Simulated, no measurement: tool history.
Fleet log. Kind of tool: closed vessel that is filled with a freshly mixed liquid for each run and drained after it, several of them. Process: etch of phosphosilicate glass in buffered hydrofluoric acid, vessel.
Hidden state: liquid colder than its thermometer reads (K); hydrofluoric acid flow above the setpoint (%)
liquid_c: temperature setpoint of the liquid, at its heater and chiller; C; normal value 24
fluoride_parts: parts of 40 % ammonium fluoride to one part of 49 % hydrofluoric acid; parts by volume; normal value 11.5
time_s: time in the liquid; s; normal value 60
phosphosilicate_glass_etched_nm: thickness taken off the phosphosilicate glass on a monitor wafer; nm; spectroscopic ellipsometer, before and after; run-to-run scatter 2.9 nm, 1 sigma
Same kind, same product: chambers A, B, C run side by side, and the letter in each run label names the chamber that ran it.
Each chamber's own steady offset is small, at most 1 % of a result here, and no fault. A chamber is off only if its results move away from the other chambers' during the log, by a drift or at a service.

run	hour	liquid_c	fluoride_parts	time_s	hours since the thermometer was replaced	hours since the hydrofluoric acid flow meter was replaced	read-back film thickness of the phosphosilicate glass reference wafer, read on the same gauge (nm)	phosphosilicate_glass_etched_nm
1B	8.4	24	11.5	60	470.3	1288.4	119.99	432.73
2C	17.4	24	11.5	60	962.8	1326.8	119.96	432.36
3A	24.1	24	11.5	60	640.6	1025.9	120.02	431.44
4C	32.6	24	11.5	60	978	1342	119.97	427.42
5B	41.2	24	11.5	60	503.1	1321.2	119.99	430.99
6A	50	24	11.5	60	666.5	1051.8	119.99	434.3
7B	58.9	24	15.5	60	520.8	1338.9	120.03	322.11
8C	65.8	24	15.5	60	1011.2	1375.2	119.98	322.64
9A	75.1	24	15.5	60	691.6	1076.9	119.97	326.2
10C	82.6	24	11.5	60	1028	1392	119.99	430.5
11A	87.1	24	11.5	60	703.6	1088.9	119.99	437.17
12B	95.6	24	11.5	60	557.5	1375.6	120	430.77
13A	100.6	24	11.5	60	717.1	1102.4	120.02	437.45
14B	110.3	24	11.5	60	572.2	1390.3	119.99	433.77
15C	116.8	24	11.5	60	1062.2	1426.2	120.02	430.86
16C	125.3	24	11.5	60	1070.7	1434.7	120	427.19
17B	130.6	24	15	60	592.5	1410.6	120.01	331.71
18A	140.5	24	15	60	757	1142.3	119.98	340.53
# hour 144.9: chamber A: thermometer replaced
19C	149.7	24	15	60	1095.1	1459.1	120.02	335.6
20B	157.1	24	11.5	60	619	1437.1	120.02	432.41
21A	162.8	24	11.5	60	18	1164.6	120.01	448.62
22A	169.7	24	11.5	60	24.9	1171.5	120	450.3
23C	175.8	24	11.5	60	1121.2	1485.2	119.99	434.68
24B	182.3	24	11.5	60	644.2	1462.3	120.02	436.82
25B	187.2	24	11.5	60	649.1	1467.2	119.98	434.83
26A	196.1	24	11.5	60	51.3	1197.9	120.04	456.38
27C	205.5	26	11.5	70	1150.9	1514.9	119.99	562.22
28C	215.5	26	11.5	70	1160.9	1524.9	120	562.25
29B	220.2	26	11.5	70	682.1	1500.2	119.97	560.55
30A	224.9	24	11.5	60	80.1	1226.7	120	458.58
31C	231.4	26.5	11.5	90	1176.8	1540.8	120.03	735.5
32B	237.6	26.5	11.5	90	699.5	1517.6	120	752.31
33A	244.6	26.5	11.5	90	99.8	1246.4	120.03	783.62
34A	252.9	24	7.5	30	108.1	1254.7	119.97	343.25
35C	260.6	24	7.5	30	1206	1570	119.98	317.05
36B	268	24	7.5	30	729.9	1548	119.96	321.66
37C	276.4	24	11.5	60	1221.8	1585.8	120.02	436.15
38A	283.2	24	11.5	60	138.4	1285	119.99	463.39
39B	288.2	24	11.5	60	750.1	1568.2	120.02	431.17
40C	294.7	28.5	9	60	1240.1	1604.1	119.97	673.37
41B	300.6	28.5	9	60	762.5	1580.6	119.99	681.6

Decide between three cases: one chamber stands off from its peers, the gauge reading all wafers drifts, or nothing is wrong past each chamber's small offset. Where a chamber is off, say which and what most likely put it there.

One chamber, A, drifts off from the rest bit by bit.
Likeliest cause: hydrofluoric acid flow above the setpoint (%) = 7.42.

Chamber A could run next with any of the 4 candidate recipes listed below; each alters the usual settings, and their results appear as question marks. Which one brings its results back in line with what the other chambers deliver on the usual settings?
Maximum distance from the other chambers' mean on the usual settings for a result to count as in line: phosphosilicate_glass_etched_nm 10 nm
42A-1	307.8	24	11.5	65				?
42A-2	307.8	24.5	11.5	60				?
42A-3	307.8	23.5	11.5	60				?
42A-4	307.8	22.5	11.5	60				?

What the other chambers average on the usual settings: phosphosilicate_glass_etched_nm 431.97 nm
run	phosphosilicate_glass_etched_nm
42A-1	503.5
42A-2	477.33
42A-3	452.49
42A-4	428.56
The right change is 42A-4: it brings the chamber back within the allowed miss of the others.
